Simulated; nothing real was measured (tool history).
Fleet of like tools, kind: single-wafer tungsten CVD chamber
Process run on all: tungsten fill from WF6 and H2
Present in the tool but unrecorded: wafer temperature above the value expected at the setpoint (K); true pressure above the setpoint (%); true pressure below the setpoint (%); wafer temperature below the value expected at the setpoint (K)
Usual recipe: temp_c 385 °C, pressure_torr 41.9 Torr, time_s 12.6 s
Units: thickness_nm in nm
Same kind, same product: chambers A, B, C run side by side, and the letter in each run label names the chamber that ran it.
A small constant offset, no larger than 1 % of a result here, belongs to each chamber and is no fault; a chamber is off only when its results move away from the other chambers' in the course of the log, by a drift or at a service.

run	hour	temp_c	pressure_torr	time_s	hours since the last thermocouple change	hours since the last manometer calibration	read-back reference wafer on the same gauge, thickness_nm	thickness_nm
1A	7.2	385	41.9	12.6	1614.5	579.6	37.433	32.674
2B	18.8	385	41.9	12.6	1467.5	1205.5	37.389	31.878
3C	26.2	385	41.9	12.6	913.1	2531.9	37.450	31.643
4C	41.8	385	41.9	12.6	928.7	2547.5	37.372	31.868
5A	57.4	385	41.9	12.6	1664.7	629.8	37.432	32.528
6B	71.2	385	41.9	12.6	1519.9	1257.9	37.429	31.973
# hour 77.9: chamber C: capacitance manometer re-zeroed and calibrated
7C	86.5	385	41.9	12.6	973.4	8.6	37.398	32.112
8A	97.2	385	41.9	12.6	1704.5	669.6	37.440	32.450
9B	113.3	385	41.9	12.6	1562.0	1300.0	37.430	32.062
10A	120.6	385	41.9	12.6	1727.9	693.0	37.354	32.090
11C	132.3	372	35.0	12.6	1019.2	54.4	37.421	22.350
12B	143.2	372	35.0	12.6	1591.9	1329.9	37.405	22.518
13B	158.2	372	35.0	12.6	1606.9	1344.9	37.334	22.605
14A	173.4	385	41.9	12.6	1780.7	745.8	37.462	32.346
15C	180.9	385	41.9	12.6	1067.8	103.0	37.394	31.021
16B	192.8	385	41.9	12.6	1641.5	1379.5	37.425	31.991
17C	204.6	385	41.9	12.6	1091.5	126.7	37.378	31.075
18A	211.9	385	41.9	12.6	1819.2	784.3	37.381	32.313
19A	227.0	385	41.9	12.6	1834.3	799.4	37.406	32.355
20C	243.2	385	50.3	12.6	1130.1	165.3	37.384	33.223

Decide between three cases: one chamber stands off from its peers, the gauge reading all wafers drifts, or nothing is wrong past each chamber's small offset. Where a chamber is off, say which and what most likely put it there.

One chamber, C, drifts off from the rest bit by bit.
Cause: wafer temperature below the value expected at the setpoint (K) = 2.67.

Here are 4 candidates for chamber C's next run, each the usual settings with a change, their results left as question marks. Which one brings its results back in line with what the others give on the usual settings?
Maximum distance from the other chambers' mean on the usual settings for a result to count as in line: thickness_nm 0.630 nm
21C-1	255.1	385	41.9	11.9				?
21C-2	255.1	390	43.4	12.6				?
21C-3	255.1	381	40.9	12.2				?
21C-4	255.1	387	42.4	12.8				?

On the usual settings, the other chambers give on average: thickness_nm 32.244 nm
run	thickness_nm
21C-1	28.719
21C-2	34.091
21C-3	26.888
21C-4	32.316
It is 21C-4 that realigns the chamber with its peers.
